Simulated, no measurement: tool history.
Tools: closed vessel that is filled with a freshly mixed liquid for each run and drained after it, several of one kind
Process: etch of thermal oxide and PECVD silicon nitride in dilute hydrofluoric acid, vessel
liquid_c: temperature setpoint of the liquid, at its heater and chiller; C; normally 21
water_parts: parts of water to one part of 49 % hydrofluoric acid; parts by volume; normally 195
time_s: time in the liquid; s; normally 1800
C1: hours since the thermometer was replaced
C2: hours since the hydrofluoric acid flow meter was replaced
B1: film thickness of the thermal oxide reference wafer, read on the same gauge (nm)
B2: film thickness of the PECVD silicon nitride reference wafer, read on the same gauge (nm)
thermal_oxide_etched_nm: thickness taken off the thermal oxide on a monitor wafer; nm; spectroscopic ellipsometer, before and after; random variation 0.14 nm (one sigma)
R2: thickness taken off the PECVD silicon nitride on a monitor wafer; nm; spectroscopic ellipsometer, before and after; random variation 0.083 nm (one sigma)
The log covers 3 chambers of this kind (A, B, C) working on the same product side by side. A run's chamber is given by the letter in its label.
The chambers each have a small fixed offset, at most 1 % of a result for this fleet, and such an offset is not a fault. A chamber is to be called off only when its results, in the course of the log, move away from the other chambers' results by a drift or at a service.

run 1B hour=7.0 | liquid_c=21 water_parts=195 time_s=1800 | C1=211.8 C2=328.5 | B1=30.031 B2=109.99 | thermal_oxide_etched_nm=35.350 R2=13.1500
run 2A hour=13.9 | liquid_c=21 water_parts=195 time_s=1800 | C1=517.4 C2=1233.4 | B1=30.012 B2=109.99 | thermal_oxide_etched_nm=35.858 R2=12.8370
run 3C hour=19.3 | liquid_c=21 water_parts=195 time_s=1800 | C1=1138.6 C2=836.5 | B1=30.014 B2=109.98 | thermal_oxide_etched_nm=36.151 R2=13.1740
-- hour=28.2 chamber B: hydrofluoric acid flow meter replaced
run 4A hour=30.2 | liquid_c=21 water_parts=195 time_s=1800 | C1=533.7 C2=1249.7 | B1=29.992 B2=110.01 | thermal_oxide_etched_nm=35.710 R2=13.0470
run 5C hour=38.5 | liquid_c=21 water_parts=195 time_s=1800 | C1=1157.8 C2=855.7 | B1=29.996 B2=110.02 | thermal_oxide_etched_nm=36.094 R2=13.0490
run 6B hour=50.4 | liquid_c=21 water_parts=195 time_s=1800 | C1=255.2 C2=22.2 | B1=30.008 B2=109.99 | thermal_oxide_etched_nm=35.398 R2=13.3420
run 7B hour=61.1 | liquid_c=21 water_parts=195 time_s=1800 | C1=265.9 C2=32.9 | B1=30.018 B2=109.97 | thermal_oxide_etched_nm=35.506 R2=13.2320
run 8C hour=72.0 | liquid_c=21 water_parts=195 time_s=1800 | C1=1191.3 C2=889.2 | B1=29.999 B2=110.01 | thermal_oxide_etched_nm=36.030 R2=13.0340
run 9A hour=78.5 | liquid_c=21 water_parts=195 time_s=1800 | C1=582.0 C2=1298.0 | B1=30.010 B2=109.99 | thermal_oxide_etched_nm=35.660 R2=12.9700
run 10B hour=90.3 | liquid_c=21 water_parts=285 time_s=2850 | C1=295.1 C2=62.1 | B1=29.987 B2=110.03 | thermal_oxide_etched_nm=35.167 R2=14.3590
run 11C hour=102.0 | liquid_c=21 water_parts=285 time_s=2850 | C1=1221.3 C2=919.2 | B1=29.993 B2=109.99 | thermal_oxide_etched_nm=35.630 R2=14.3380
run 12A hour=110.0 | liquid_c=21 water_parts=285 time_s=2850 | C1=613.5 C2=1329.5 | B1=30.014 B2=110.00 | thermal_oxide_etched_nm=35.271 R2=14.1090
run 13C hour=117.0 | liquid_c=21 water_parts=195 time_s=1800 | C1=1236.3 C2=934.2 | B1=29.998 B2=109.98 | thermal_oxide_etched_nm=36.305 R2=13.2700
run 14B hour=122.9 | liquid_c=21 water_parts=195 time_s=1800 | C1=327.7 C2=94.7 | B1=29.984 B2=110.02 | thermal_oxide_etched_nm=35.544 R2=13.0620
run 15A hour=132.1 | liquid_c=21 water_parts=100 time_s=1800 | C1=635.6 C2=1351.6 | B1=29.992 B2=110.03 | thermal_oxide_etched_nm=77.821 R2=25.2620
run 16B hour=143.7 | liquid_c=21 water_parts=100 time_s=1800 | C1=348.5 C2=115.5 | B1=29.995 B2=109.99 | thermal_oxide_etched_nm=77.917 R2=25.6110
run 17C hour=152.3 | liquid_c=21 water_parts=100 time_s=1800 | C1=1271.6 C2=969.5 | B1=29.999 B2=109.97 | thermal_oxide_etched_nm=80.998 R2=26.2210
run 18A hour=162.3 | liquid_c=21 water_parts=195 time_s=1800 | C1=665.8 C2=1381.8 | B1=29.999 B2=110.00 | thermal_oxide_etched_nm=35.717 R2=13.0710
run 19C hour=169.9 | liquid_c=21 water_parts=195 time_s=1800 | C1=1289.2 C2=987.1 | B1=30.001 B2=110.01 | thermal_oxide_etched_nm=36.670 R2=13.5720
run 20B hour=178.2 | liquid_c=21 water_parts=195 time_s=1800 | C1=383.0 C2=150.0 | B1=30.018 B2=110.01 | thermal_oxide_etched_nm=35.809 R2=13.1460
run 21A hour=187.1 | liquid_c=21 water_parts=195 time_s=1800 | C1=690.6 C2=1406.6 | B1=30.010 B2=110.01 | thermal_oxide_etched_nm=35.623 R2=12.8650
run 22C hour=194.7 | liquid_c=21 water_parts=195 time_s=1800 | C1=1314.0 C2=1011.9 | B1=30.007 B2=110.05 | thermal_oxide_etched_nm=37.272 R2=13.6840
run 23A hour=202.4 | liquid_c=21 water_parts=195 time_s=1800 | C1=705.9 C2=1421.9 | B1=30.018 B2=109.96 | thermal_oxide_etched_nm=35.628 R2=12.9630
run 24B hour=213.6 | liquid_c=17 water_parts=195 time_s=1800 | C1=418.4 C2=185.4 | B1=29.993 B2=110.00 | thermal_oxide_etched_nm=30.325 R2=10.1020
run 25C hour=223.1 | liquid_c=17 water_parts=195 time_s=1800 | C1=1342.4 C2=1040.3 | B1=30.018 B2=110.00 | thermal_oxide_etched_nm=31.981 R2=10.6900
run 26A hour=231.3 | liquid_c=17 water_parts=195 time_s=1800 | C1=734.8 C2=1450.8 | B1=29.989 B2=109.96 | thermal_oxide_etched_nm=30.531 R2=9.9701

Is one chamber out of step, is the gauge drifting, or do the chambers differ by no more than their own small offsets? For an off chamber, give its letter and the likeliest cause.

Chamber C drifts away from the others.
Cause: liquid hotter than its thermometer reads (K) = 1.05.

Which of the 4 candidates below, each the usual settings with something changed and its results left as question marks, puts chamber C back in line with what the other chambers give on the usual settings?
In line here means within this much of the mean the other chambers give on the usual settings: thermal_oxide_etched_nm 0.500 nm; R2 0.2900 nm
run 27C-1 hour=239.8 | liquid_c=22.0 water_parts=195 time_s=1945 | thermal_oxide_etched_nm=? R2=?
run 27C-2 hour=239.8 | liquid_c=20.5 water_parts=195 time_s=1740 | thermal_oxide_etched_nm=? R2=?
run 27C-3 hour=239.8 | liquid_c=21.5 water_parts=195 time_s=1870 | thermal_oxide_etched_nm=? R2=?
run 27C-4 hour=239.8 | liquid_c=20.0 water_parts=195 time_s=1665 | thermal_oxide_etched_nm=? R2=?

Usual-settings mean across the other chambers: thermal_oxide_etched_nm 35.611 nm; R2 13.0700 nm
run=27C-1 thermal_oxide_etched_nm=42.112 R2=16.1160
run=27C-2 thermal_oxide_etched_nm=35.612 R2=13.0990
run=27C-3 thermal_oxide_etched_nm=39.735 R2=15.0060
run=27C-4 thermal_oxide_etched_nm=33.432 R2=12.1340
The answer is 27C-2, which returns the chamber to within the allowed miss of the others.

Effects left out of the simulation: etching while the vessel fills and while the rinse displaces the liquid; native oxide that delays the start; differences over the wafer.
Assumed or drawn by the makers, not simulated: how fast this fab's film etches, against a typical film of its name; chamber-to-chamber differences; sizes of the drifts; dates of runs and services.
